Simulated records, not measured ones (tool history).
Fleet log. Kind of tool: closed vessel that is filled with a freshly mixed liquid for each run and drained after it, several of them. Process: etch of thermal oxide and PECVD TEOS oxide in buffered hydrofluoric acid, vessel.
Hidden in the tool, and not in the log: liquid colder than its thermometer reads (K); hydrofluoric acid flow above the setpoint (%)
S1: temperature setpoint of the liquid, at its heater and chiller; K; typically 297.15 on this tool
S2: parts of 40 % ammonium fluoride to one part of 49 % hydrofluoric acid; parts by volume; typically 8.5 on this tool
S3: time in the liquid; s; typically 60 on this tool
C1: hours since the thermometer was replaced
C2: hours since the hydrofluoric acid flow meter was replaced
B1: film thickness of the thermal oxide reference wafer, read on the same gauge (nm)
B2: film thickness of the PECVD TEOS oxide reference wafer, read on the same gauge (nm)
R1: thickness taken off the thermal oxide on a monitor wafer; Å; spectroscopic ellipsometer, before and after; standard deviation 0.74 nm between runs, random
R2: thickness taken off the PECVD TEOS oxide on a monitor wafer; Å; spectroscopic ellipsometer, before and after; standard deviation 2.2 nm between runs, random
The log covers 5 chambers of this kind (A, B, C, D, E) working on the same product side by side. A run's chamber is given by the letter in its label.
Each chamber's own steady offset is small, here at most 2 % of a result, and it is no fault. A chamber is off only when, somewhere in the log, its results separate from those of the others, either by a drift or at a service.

| run | hour | S1 | S2 | S3 | C1 | C2 | B1 | B2 | R1 | R2 |
|---|---|---|---|---|---|---|---|---|---|---|
| 1C | 3.7 | 297.15 | 8.5 | 60 | 186.1 | 203 | 59.996 | 40.048 | 776.15 | 2608.6 |
| 2E | 9.7 | 297.15 | 8.5 | 60 | 333 | 286.8 | 60.003 | 39.991 | 795.75 | 2631.9 |
| 3D | 14.4 | 297.15 | 8.5 | 60 | 1231.3 | 1747.9 | 59.997 | 40.023 | 787.48 | 2618.2 |
| 4A | 17.5 | 297.15 | 8.5 | 60 | 1000.7 | 1151.4 | 59.967 | 40.026 | 778.36 | 2604.5 |
|  | 24 | chamber D: hydrofluoric acid flow meter replaced |
| 5B | 24.7 | 297.15 | 8.5 | 60 | 806.7 | 422.4 | 59.989 | 40.042 | 797.44 | 2620.2 |
| 6C | 28.5 | 297.15 | 8.5 | 60 | 210.9 | 227.8 | 59.997 | 39.952 | 767.53 | 2641.3 |
| 7E | 32.9 | 297.15 | 8.5 | 60 | 356.2 | 310 | 60.003 | 39.997 | 804.99 | 2608.7 |
| 8B | 38 | 297.15 | 8.5 | 60 | 820 | 435.7 | 59.995 | 40.021 | 788.13 | 2617.3 |
| 9D | 44.7 | 297.15 | 8.5 | 60 | 1261.6 | 20.7 | 59.981 | 39.999 | 780.71 | 2620.3 |
| 10A | 49.5 | 297.15 | 8.5 | 60 | 1032.7 | 1183.4 | 59.981 | 40.038 | 782.1 | 2594.6 |
| 11C | 54.6 | 297.15 | 8.5 | 60 | 237 | 253.9 | 60.003 | 40.043 | 769.1 | 2619.8 |
| 12E | 59.3 | 297.15 | 8.5 | 60 | 382.6 | 336.4 | 59.994 | 40.005 | 788.03 | 2604.2 |
| 13A | 64.7 | 297.15 | 8.5 | 60 | 1047.9 | 1198.6 | 60.013 | 40.031 | 772.26 | 2592.4 |
| 14B | 69.1 | 297.15 | 8.5 | 60 | 851.1 | 466.8 | 60.007 | 39.996 | 788.03 | 2651.9 |
| 15D | 73.9 | 297.15 | 8.5 | 60 | 1290.8 | 49.9 | 60.018 | 39.964 | 792 | 2544 |
| 16B | 78.4 | 297.15 | 8.5 | 60 | 860.4 | 476.1 | 60.011 | 39.96 | 794.34 | 2622 |
| 17D | 84.3 | 297.15 | 8.5 | 60 | 1301.2 | 60.3 | 60.015 | 40.026 | 783.73 | 2581.4 |
| 18E | 87.9 | 297.15 | 8.5 | 60 | 411.2 | 365 | 59.979 | 40.024 | 790.81 | 2640.9 |
| 19A | 93.9 | 297.15 | 8.5 | 60 | 1077.1 | 1227.8 | 59.986 | 40.035 | 773.61 | 2598.2 |
| 20C | 100.6 | 297.15 | 8.5 | 60 | 283 | 299.9 | 60.014 | 39.954 | 781.33 | 2647.7 |
| 21C | 106.4 | 297.15 | 8.5 | 60 | 288.8 | 305.7 | 59.99 | 39.997 | 794.85 | 2622.5 |
| 22D | 110.1 | 297.15 | 8.5 | 80 | 1327 | 86.1 | 59.998 | 40.024 | 1046.8 | 3435.4 |
| 23A | 116.1 | 297.15 | 8.5 | 80 | 1099.3 | 1250 | 60.01 | 39.977 | 1039.2 | 3493.4 |
| 24B | 122.2 | 297.15 | 8.5 | 80 | 904.2 | 519.9 | 60.014 | 39.999 | 1049 | 3491.9 |
| 25E | 129.4 | 297.15 | 8.5 | 80 | 452.7 | 406.5 | 60.011 | 39.988 | 1063.6 | 3420.9 |
| 26E | 133.2 | 297.15 | 8.5 | 80 | 456.5 | 410.3 | 59.98 | 40.021 | 1044.9 | 3505.4 |
| 27D | 139.7 | 297.15 | 8.5 | 60 | 1356.6 | 115.7 | 59.988 | 40.01 | 782.24 | 2575.1 |
| 28B | 146.9 | 297.15 | 11.5 | 60 | 928.9 | 544.6 | 60.007 | 40.014 | 608.2 | 2009.9 |
| 29A | 151.2 | 297.15 | 11.5 | 60 | 1134.4 | 1285.1 | 59.994 | 40.038 | 610.03 | 2002.9 |
| 30C | 154.8 | 297.15 | 11.5 | 60 | 337.2 | 354.1 | 60.025 | 39.937 | 598.02 | 1991.8 |
| 31D | 158.1 | 297.15 | 11.5 | 60 | 1375 | 134.1 | 59.996 | 40.005 | 605.43 | 1974.6 |
| 32A | 162.2 | 297.15 | 11.5 | 60 | 1145.4 | 1296.1 | 59.986 | 39.938 | 585.59 | 2025.4 |
|  | 165 | chamber B: hydrofluoric acid flow meter replaced |
| 33E | 168.4 | 297.15 | 8.5 | 60 | 491.7 | 445.5 | 59.987 | 39.958 | 788.16 | 2588.9 |
| 34C | 173.8 | 297.15 | 8.5 | 60 | 356.2 | 373.1 | 60.005 | 39.96 | 762.21 | 2566.4 |
| 35B | 178.8 | 297.15 | 8.5 | 40 | 960.8 | 13.8 | 60.007 | 39.999 | 526.28 | 1735.8 |
| 36D | 184.4 | 297.15 | 8.5 | 40 | 1401.3 | 160.4 | 59.997 | 40.01 | 528.23 | 1726.5 |
| 37B | 190.8 | 297.15 | 8.5 | 40 | 972.8 | 25.8 | 60.006 | 39.99 | 523.51 | 1745.7 |
| 38E | 194.3 | 297.15 | 8.5 | 40 | 517.6 | 471.4 | 59.983 | 39.981 | 537.54 | 1725.1 |
| 39A | 200.1 | 297.15 | 8.5 | 40 | 1183.3 | 1334 | 60.006 | 40.044 | 520.06 | 1700.6 |
| 40C | 206.4 | 297.15 | 8.5 | 60 | 388.8 | 405.7 | 60.004 | 39.972 | 764.87 | 2651.4 |
| 41C | 212.2 | 300.15 | 8.5 | 40 | 394.6 | 411.5 | 59.985 | 39.981 | 602.19 | 2027.4 |
| 42A | 217.9 | 300.15 | 8.5 | 40 | 1201.1 | 1351.8 | 59.985 | 40.03 | 596.57 | 2052.7 |
| 43B | 221.2 | 300.15 | 8.5 | 40 | 1003.2 | 56.2 | 60.004 | 40.015 | 616.3 | 2062.3 |
| 44E | 225.3 | 300.15 | 8.5 | 40 | 548.6 | 502.4 | 59.999 | 40.009 | 621.79 | 2021.7 |

All chambers now run identical settings, listed one chamber a line with results as question marks. What results will each chamber show?
| 45A | 230.5 | 297.15 | 8.5 | 60 |  |  |  |  | ? | ? |
| 45B | 230.5 | 297.15 | 8.5 | 60 |  |  |  |  | ? | ? |
| 45C | 230.5 | 297.15 | 8.5 | 60 |  |  |  |  | ? | ? |
| 45D | 230.5 | 297.15 | 8.5 | 60 |  |  |  |  | ? | ? |
| 45E | 230.5 | 297.15 | 8.5 | 60 |  |  |  |  | ? | ? |

| run | R1 | R2 |
|---|---|---|
| 45A | 770.09 | 2621.9 |
| 45B | 787.37 | 2565.1 |
| 45C | 781.32 | 2603.9 |
| 45D | 769.55 | 2559.2 |
| 45E | 801.06 | 2635.3 |

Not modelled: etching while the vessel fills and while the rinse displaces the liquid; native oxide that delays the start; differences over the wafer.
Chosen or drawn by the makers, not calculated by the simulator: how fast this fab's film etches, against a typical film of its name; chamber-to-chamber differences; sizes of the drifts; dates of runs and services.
